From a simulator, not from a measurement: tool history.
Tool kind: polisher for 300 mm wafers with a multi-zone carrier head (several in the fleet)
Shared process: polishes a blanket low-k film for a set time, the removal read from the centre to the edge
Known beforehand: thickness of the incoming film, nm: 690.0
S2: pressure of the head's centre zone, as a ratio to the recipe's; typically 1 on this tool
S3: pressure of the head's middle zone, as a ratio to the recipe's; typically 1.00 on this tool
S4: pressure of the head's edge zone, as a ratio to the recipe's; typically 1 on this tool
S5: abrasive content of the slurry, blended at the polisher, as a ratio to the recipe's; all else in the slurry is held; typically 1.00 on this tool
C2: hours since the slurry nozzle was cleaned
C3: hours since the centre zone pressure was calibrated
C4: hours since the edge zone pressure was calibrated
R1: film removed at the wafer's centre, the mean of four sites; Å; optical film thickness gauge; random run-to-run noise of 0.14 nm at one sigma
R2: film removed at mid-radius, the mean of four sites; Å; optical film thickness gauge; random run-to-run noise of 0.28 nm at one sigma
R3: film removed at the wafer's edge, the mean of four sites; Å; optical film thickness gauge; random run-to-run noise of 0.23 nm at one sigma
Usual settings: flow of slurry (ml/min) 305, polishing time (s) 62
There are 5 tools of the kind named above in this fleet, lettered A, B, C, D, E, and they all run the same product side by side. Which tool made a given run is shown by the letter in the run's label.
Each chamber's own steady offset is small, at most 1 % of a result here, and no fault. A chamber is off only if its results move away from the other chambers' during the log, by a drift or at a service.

Run 1E, day 0.388: usual settings; wafers polished on this pad 348; C2 275.9; C3 1222.9; C4 192.4. Result: R1 186.36 Å, R2 186.51 Å, R3 186.70 Å.
Run 2B, day 0.592: usual settings; wafers polished on this pad 428; C2 433.6; C3 679.0; C4 266.1. Result: R1 187.95 Å, R2 182.44 Å, R3 190.45 Å.
Run 3A, day 0.767: usual settings; wafers polished on this pad 1080; C2 188.9; C3 123.6; C4 1101.7. Result: R1 187.97 Å, R2 191.66 Å, R3 192.25 Å.
At day 0.967: chamber A: worn pad replaced by a new one.
Run 4D, day 1.071: usual settings; wafers polished on this pad 622; C2 103.6; C3 236.2; C4 39.4. Result: R1 188.99 Å, R2 192.94 Å, R3 183.86 Å.
At day 1.188: chamber D: worn pad replaced by a new one.
Run 5C, day 1.375: usual settings but S3 0.95, polishing time (s) 76; wafers polished on this pad 639; C2 63.6; C3 871.9; C4 104.6. Result: R1 229.83 Å, R2 215.23 Å, R3 225.03 Å.
At day 1.412: chamber B: worn pad replaced by a new one.
Run 6A, day 1.604: usual settings but S3 0.95, polishing time (s) 76; wafers polished on this pad 142; C2 209.0; C3 143.7; C4 1121.8. Result: R1 235.10 Å, R2 220.46 Å, R3 235.41 Å.
Run 7D, day 1.788: usual settings but S3 0.95, polishing time (s) 76; wafers polished on this pad 133; C2 120.8; C3 253.4; C4 56.6. Result: R1 227.35 Å, R2 211.86 Å, R3 229.31 Å.
Run 8B, day 2.071: usual settings but S3 0.95, polishing time (s) 76; wafers polished on this pad 146; C2 469.1; C3 714.5; C4 301.6. Result: R1 227.36 Å, R2 215.97 Å, R3 228.50 Å.
Run 9E, day 2.354: usual settings but S3 0.95, polishing time (s) 76; wafers polished on this pad 784; C2 323.1; C3 1270.1; C4 239.6. Result: R1 224.96 Å, R2 228.90 Å, R3 232.28 Å.
Run 10C, day 2.575: usual settings; wafers polished on this pad 905; C2 92.4; C3 900.7; C4 133.4. Result: R1 186.80 Å, R2 184.29 Å, R3 187.62 Å.
Run 11C, day 2.858: usual settings; wafers polished on this pad 968; C2 99.2; C3 907.5; C4 140.2. Result: R1 188.19 Å, R2 186.52 Å, R3 188.04 Å.
Run 12D, day 3.188: usual settings but S5 0.75; wafers polished on this pad 444; C2 154.4; C3 287.0; C4 90.2. Result: R1 164.27 Å, R2 163.48 Å, R3 160.82 Å.
Run 13E, day 3.488: usual settings but S5 0.75; wafers polished on this pad 1036; C2 350.3; C3 1297.3; C4 266.8. Result: R1 159.97 Å, R2 163.85 Å, R3 161.99 Å.
Run 14A, day 3.717: usual settings but S5 0.75; wafers polished on this pad 610; C2 259.7; C3 194.4; C4 1172.5. Result: R1 165.94 Å, R2 163.52 Å, R3 162.18 Å.
Run 15B, day 4.004: usual settings but S5 0.75; wafers polished on this pad 574; C2 515.5; C3 760.9; C4 348.0. Result: R1 161.00 Å, R2 160.43 Å, R3 161.68 Å.
At day 4.100: chamber D: worn pad replaced by a new one.
At day 4.129: chamber C: worn pad replaced by a new one.
Run 16B, day 4.396: usual settings but S5 0.75; wafers polished on this pad 661; C2 524.9; C3 770.3; C4 357.4. Result: R1 162.60 Å, R2 160.12 Å, R3 165.65 Å.
At day 4.425: chamber B: worn pad replaced by a new one.
Run 17E, day 4.758: usual settings; wafers polished on this pad 1318; C2 380.8; C3 1327.8; C4 297.3. Result: R1 182.67 Å, R2 187.56 Å, R3 182.89 Å.
Run 18D, day 5.033: usual settings but flow of slurry (ml/min) 375; wafers polished on this pad 207; C2 198.7; C3 331.3; C4 134.5. Result: R1 193.26 Å, R2 191.22 Å, R3 187.20 Å.
Run 19C, day 5.233: usual settings but flow of slurry (ml/min) 375; wafers polished on this pad 245; C2 156.2; C3 964.5; C4 197.2. Result: R1 191.70 Å, R2 190.97 Å, R3 188.49 Å.
At day 5.533: chamber A: worn pad replaced by a new one.
Run 20A, day 5.583: usual settings but flow of slurry (ml/min) 375; wafers polished on this pad 11; C2 304.5; C3 239.2; C4 1217.3. Result: R1 193.82 Å, R2 190.76 Å, R3 190.82 Å.
Run 21D, day 5.958: usual settings but flow of slurry (ml/min) 375; wafers polished on this pad 412; C2 220.9; C3 353.5; C4 156.7. Result: R1 192.91 Å, R2 184.65 Å, R3 190.94 Å.
Run 22B, day 6.175: usual settings but flow of slurry (ml/min) 375; wafers polished on this pad 388; C2 567.6; C3 813.0; C4 400.1. Result: R1 189.45 Å, R2 190.70 Å, R3 194.43 Å.
Run 23A, day 6.412: usual settings but flow of slurry (ml/min) 370, S5 0.85; wafers polished on this pad 195; C2 324.4; C3 259.1; C4 1237.2. Result: R1 177.87 Å, R2 178.10 Å, R3 172.86 Å.
At day 6.717: chamber D: worn pad replaced by a new one.
Run 24C, day 6.762: usual settings but flow of slurry (ml/min) 370, S5 0.85; wafers polished on this pad 584; C2 192.9; C3 1001.2; C4 233.9. Result: R1 179.73 Å, R2 178.19 Å, R3 175.66 Å.
At day 6.900: chamber E: centre zone pressure recalibrated.
Run 25E, day 6.962: usual settings but flow of slurry (ml/min) 370, S5 0.85; wafers polished on this pad 1806; C2 433.7; C3 1.6; C4 350.2. Result: R1 166.73 Å, R2 169.70 Å, R3 167.93 Å.
At day 7.238: chamber B: worn pad replaced by a new one.
Run 26D, day 7.350: usual settings but flow of slurry (ml/min) 370, S5 0.85; wafers polished on this pad 140; C2 254.3; C3 386.9; C4 190.1. Result: R1 177.75 Å, R2 176.88 Å, R3 174.91 Å.
Run 27A, day 7.629: usual settings but flow of slurry (ml/min) 370, S5 0.85; wafers polished on this pad 465; C2 353.6; C3 288.3; C4 1266.4. Result: R1 177.00 Å, R2 179.32 Å, R3 176.35 Å.
Run 28E, day 7.958: usual settings but flow of slurry (ml/min) 235, polishing time (s) 46; wafers polished on this pad 2027; C2 457.6; C3 25.5; C4 374.1. Result: R1 125.12 Å, R2 123.99 Å, R3 126.52 Å.
Run 29B, day 8.288: usual settings but flow of slurry (ml/min) 235, polishing time (s) 46; wafers polished on this pad 233; C2 618.3; C3 863.7; C4 450.8. Result: R1 133.79 Å, R2 131.38 Å, R3 137.43 Å.
Run 30C, day 8.533: usual settings but flow of slurry (ml/min) 235, polishing time (s) 46; wafers polished on this pad 977; C2 235.4; C3 1043.7; C4 276.4. Result: R1 133.74 Å, R2 137.34 Å, R3 135.20 Å.
Run 31D, day 8.838: usual settings but flow of slurry (ml/min) 235, polishing time (s) 46; wafers polished on this pad 470; C2 290.0; C3 422.6; C4 225.8. Result: R1 135.06 Å, R2 135.73 Å, R3 136.48 Å.
Run 32B, day 9.012: usual settings but flow of slurry (ml/min) 235, polishing time (s) 46; wafers polished on this pad 394; C2 635.7; C3 881.1; C4 468.2. Result: R1 133.32 Å, R2 132.68 Å, R3 135.57 Å.
Run 33A, day 9.375: usual settings; wafers polished on this pad 852; C2 395.5; C3 330.2; C4 1308.3. Result: R1 191.08 Å, R2 188.65 Å, R3 187.27 Å.
Run 34E, day 9.767: usual settings but polishing time (s) 55; wafers polished on this pad 2428; C2 501.0; C3 68.9; C4 417.5. Result: R1 151.17 Å, R2 154.31 Å, R3 151.17 Å.
At day 9.912: chamber C: worn pad replaced by a new one.
Run 35C, day 10.083: usual settings but polishing time (s) 55; wafers polished on this pad 38; C2 272.6; C3 1080.9; C4 313.6. Result: R1 167.42 Å, R2 161.70 Å, R3 168.69 Å.
Run 36B, day 10.325: usual settings but polishing time (s) 55; wafers polished on this pad 685; C2 667.2; C3 912.6; C4 499.7. Result: R1 165.53 Å, R2 161.50 Å, R3 164.70 Å.

The same settings go to every chamber for the next run, one line per chamber below. Forecast the results for each:
Run 37A, day 10.608: usual settings but flow of slurry (ml/min) 240. Result: R1 ?, R2 ?, R3 ?.
Run 37B, day 10.608: usual settings but flow of slurry (ml/min) 240. Result: R1 ?, R2 ?, R3 ?.
Run 37C, day 10.608: usual settings but flow of slurry (ml/min) 240. Result: R1 ?, R2 ?, R3 ?.
Run 37D, day 10.608: usual settings but flow of slurry (ml/min) 240. Result: R1 ?, R2 ?, R3 ?.
Run 37E, day 10.608: usual settings but flow of slurry (ml/min) 240. Result: R1 ?, R2 ?, R3 ?.

run      R1      R2      R3
37A  183.50  183.55  184.52
37B  179.81  180.51  180.04
37C  182.55  184.71  178.43
37D  181.41  181.88  183.13
37E  163.43  165.64  168.50
